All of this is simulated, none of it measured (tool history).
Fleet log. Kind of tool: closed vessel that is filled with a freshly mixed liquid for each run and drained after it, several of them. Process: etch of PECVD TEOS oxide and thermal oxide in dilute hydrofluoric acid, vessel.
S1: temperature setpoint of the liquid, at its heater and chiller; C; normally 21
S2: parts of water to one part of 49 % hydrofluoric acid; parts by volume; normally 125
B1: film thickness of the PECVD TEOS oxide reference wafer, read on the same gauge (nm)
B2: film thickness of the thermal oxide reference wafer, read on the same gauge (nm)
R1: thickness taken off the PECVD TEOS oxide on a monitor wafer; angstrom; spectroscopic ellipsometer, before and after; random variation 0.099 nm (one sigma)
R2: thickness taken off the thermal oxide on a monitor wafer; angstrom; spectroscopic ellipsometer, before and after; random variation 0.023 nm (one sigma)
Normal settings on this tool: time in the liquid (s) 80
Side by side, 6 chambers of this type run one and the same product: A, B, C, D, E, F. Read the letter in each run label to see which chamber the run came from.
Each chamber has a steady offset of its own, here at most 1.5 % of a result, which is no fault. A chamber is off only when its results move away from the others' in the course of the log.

{"run": "1D", "hour": 5.2, "S1": 21, "S2": 125, "time in the liquid (s)": 80, "B1": 109.98, "B2": 149.99, "R1": 100.5, "R2": 25.119}
{"run": "2B", "hour": 8.9, "S1": 21, "S2": 125, "time in the liquid (s)": 80, "B1": 110.01, "B2": 150.0, "R1": 102.26, "R2": 26.141}
{"hour": 9.7, "done": "chamber C: hydrofluoric acid flow meter replaced"}
{"run": "3C", "hour": 15.1, "S1": 21, "S2": 125, "time in the liquid (s)": 80, "B1": 109.98, "B2": 150.01, "R1": 99.137, "R2": 25.78}
{"run": "4F", "hour": 18.5, "S1": 21, "S2": 125, "time in the liquid (s)": 80, "B1": 110.02, "B2": 150.01, "R1": 99.759, "R2": 25.764}
{"run": "5A", "hour": 24.1, "S1": 21, "S2": 125, "time in the liquid (s)": 80, "B1": 110.0, "B2": 150.01, "R1": 99.461, "R2": 25.864}
{"run": "6E", "hour": 30.5, "S1": 21, "S2": 125, "time in the liquid (s)": 80, "B1": 110.0, "B2": 150.0, "R1": 100.99, "R2": 26.236}
{"run": "7C", "hour": 35.7, "S1": 21, "S2": 125, "time in the liquid (s)": 80, "B1": 110.01, "B2": 150.0, "R1": 101.49, "R2": 25.953}
{"run": "8E", "hour": 39.6, "S1": 21, "S2": 125, "time in the liquid (s)": 80, "B1": 109.98, "B2": 149.99, "R1": 99.59, "R2": 25.523}
{"run": "9F", "hour": 46.1, "S1": 21, "S2": 125, "time in the liquid (s)": 80, "B1": 110.0, "B2": 150.02, "R1": 100.14, "R2": 25.641}
{"run": "10A", "hour": 52.5, "S1": 21, "S2": 125, "time in the liquid (s)": 80, "B1": 110.04, "B2": 150.01, "R1": 99.051, "R2": 25.568}
{"run": "11B", "hour": 56.4, "S1": 21, "S2": 125, "time in the liquid (s)": 80, "B1": 110.03, "B2": 150.01, "R1": 100.26, "R2": 25.353}
{"run": "12D", "hour": 61.9, "S1": 21, "S2": 125, "time in the liquid (s)": 80, "B1": 110.03, "B2": 149.99, "R1": 99.204, "R2": 25.474}
{"run": "13E", "hour": 66.0, "S1": 21, "S2": 125, "time in the liquid (s)": 80, "B1": 110.01, "B2": 149.99, "R1": 100.68, "R2": 25.48}
{"run": "14B", "hour": 70.2, "S1": 21, "S2": 125, "time in the liquid (s)": 80, "B1": 110.0, "B2": 150.0, "R1": 102.16, "R2": 25.921}
{"run": "15A", "hour": 73.7, "S1": 21, "S2": 125, "time in the liquid (s)": 80, "B1": 109.98, "B2": 150.01, "R1": 99.612, "R2": 25.494}
{"run": "16D", "hour": 77.7, "S1": 21, "S2": 125, "time in the liquid (s)": 80, "B1": 110.02, "B2": 149.99, "R1": 98.962, "R2": 25.852}
{"run": "17C", "hour": 81.2, "S1": 21, "S2": 125, "time in the liquid (s)": 80, "B1": 109.97, "B2": 149.99, "R1": 99.486, "R2": 25.831}
{"run": "18F", "hour": 86.6, "S1": 21, "S2": 125, "time in the liquid (s)": 80, "B1": 110.01, "B2": 150.0, "R1": 100.3, "R2": 25.972}
{"run": "19C", "hour": 92.9, "S1": 21, "S2": 160, "time in the liquid (s)": 80, "B1": 109.99, "B2": 150.0, "R1": 73.242, "R2": 19.258}
{"run": "20F", "hour": 97.9, "S1": 21, "S2": 160, "time in the liquid (s)": 80, "B1": 109.99, "B2": 150.03, "R1": 75.845, "R2": 19.439}
{"run": "21B", "hour": 101.6, "S1": 21, "S2": 160, "time in the liquid (s)": 80, "B1": 110.03, "B2": 150.0, "R1": 76.572, "R2": 19.392}
{"run": "22A", "hour": 106.2, "S1": 21, "S2": 160, "time in the liquid (s)": 80, "B1": 109.98, "B2": 149.99, "R1": 75.231, "R2": 19.635}
{"run": "23D", "hour": 110.8, "S1": 21, "S2": 160, "time in the liquid (s)": 80, "B1": 110.01, "B2": 149.98, "R1": 74.813, "R2": 19.31}
{"run": "24E", "hour": 115.7, "S1": 21, "S2": 160, "time in the liquid (s)": 80, "B1": 110.02, "B2": 149.99, "R1": 75.706, "R2": 19.178}
{"run": "25D", "hour": 121.3, "S1": 21, "S2": 125, "time in the liquid (s)": 80, "B1": 110.02, "B2": 149.99, "R1": 100.65, "R2": 25.454}
{"run": "26E", "hour": 125.3, "S1": 21, "S2": 125, "time in the liquid (s)": 80, "B1": 109.95, "B2": 149.97, "R1": 99.298, "R2": 25.366}
{"run": "27B", "hour": 128.1, "S1": 21, "S2": 125, "time in the liquid (s)": 80, "B1": 110.0, "B2": 150.01, "R1": 100.95, "R2": 26.012}
{"run": "28F", "hour": 131.1, "S1": 21, "S2": 125, "time in the liquid (s)": 80, "B1": 110.0, "B2": 149.98, "R1": 99.645, "R2": 25.318}
{"run": "29A", "hour": 137.0, "S1": 21, "S2": 125, "time in the liquid (s)": 80, "B1": 110.03, "B2": 150.0, "R1": 100.87, "R2": 25.584}
{"run": "30C", "hour": 142.4, "S1": 21, "S2": 125, "time in the liquid (s)": 95, "B1": 110.0, "B2": 150.0, "R1": 119.48, "R2": 30.573}
{"run": "31E", "hour": 147.2, "S1": 21, "S2": 125, "time in the liquid (s)": 95, "B1": 110.01, "B2": 150.01, "R1": 118.15, "R2": 30.13}
{"run": "32A", "hour": 150.4, "S1": 21, "S2": 125, "time in the liquid (s)": 95, "B1": 109.99, "B2": 150.01, "R1": 117.04, "R2": 30.706}
{"run": "33F", "hour": 153.7, "S1": 21, "S2": 125, "time in the liquid (s)": 95, "B1": 110.0, "B2": 149.98, "R1": 121.57, "R2": 30.414}
{"run": "34D", "hour": 157.6, "S1": 21, "S2": 125, "time in the liquid (s)": 95, "B1": 110.01, "B2": 149.99, "R1": 119.52, "R2": 30.222}
{"run": "35C", "hour": 162.7, "S1": 21, "S2": 125, "time in the liquid (s)": 95, "B1": 110.0, "B2": 149.98, "R1": 119.71, "R2": 30.507}
{"run": "36B", "hour": 165.8, "S1": 21, "S2": 125, "time in the liquid (s)": 80, "B1": 109.99, "B2": 150.01, "R1": 101.69, "R2": 26.164}
{"run": "37A", "hour": 169.2, "S1": 21, "S2": 125, "time in the liquid (s)": 80, "B1": 110.02, "B2": 149.99, "R1": 99.658, "R2": 25.329}
{"run": "38C", "hour": 175.4, "S1": 21, "S2": 125, "time in the liquid (s)": 80, "B1": 110.03, "B2": 150.02, "R1": 99.117, "R2": 25.89}
{"run": "39E", "hour": 181.1, "S1": 19, "S2": 125, "time in the liquid (s)": 30, "B1": 110.01, "B2": 150.0, "R1": 34.744, "R2": 8.8417}
{"run": "40B", "hour": 184.8, "S1": 19, "S2": 125, "time in the liquid (s)": 30, "B1": 109.99, "B2": 150.0, "R1": 34.059, "R2": 8.9903}
{"run": "41D", "hour": 190.4, "S1": 19, "S2": 125, "time in the liquid (s)": 30, "B1": 110.01, "B2": 150.01, "R1": 34.575, "R2": 8.7614}

Each of the 6 chambers runs these same settings next. Fill in every chamber's results:
{"run": "42A", "hour": 195.1, "S1": 24, "S2": 125, "time in the liquid (s)": 80, "R1": "?", "R2": "?"}
{"run": "42B", "hour": 195.1, "S1": 24, "S2": 125, "time in the liquid (s)": 80, "R1": "?", "R2": "?"}
{"run": "42C", "hour": 195.1, "S1": 24, "S2": 125, "time in the liquid (s)": 80, "R1": "?", "R2": "?"}
{"run": "42D", "hour": 195.1, "S1": 24, "S2": 125, "time in the liquid (s)": 80, "R1": "?", "R2": "?"}
{"run": "42E", "hour": 195.1, "S1": 24, "S2": 125, "time in the liquid (s)": 80, "R1": "?", "R2": "?"}
{"run": "42F", "hour": 195.1, "S1": 24, "S2": 125, "time in the liquid (s)": 80, "R1": "?", "R2": "?"}

run=42A R1=111.760 R2=29.0100
run=42B R1=114.410 R2=29.2010
run=42C R1=113.610 R2=29.0240
run=42D R1=114.050 R2=28.8610
run=42E R1=114.050 R2=28.8390
run=42F R1=110.400 R2=29.0950

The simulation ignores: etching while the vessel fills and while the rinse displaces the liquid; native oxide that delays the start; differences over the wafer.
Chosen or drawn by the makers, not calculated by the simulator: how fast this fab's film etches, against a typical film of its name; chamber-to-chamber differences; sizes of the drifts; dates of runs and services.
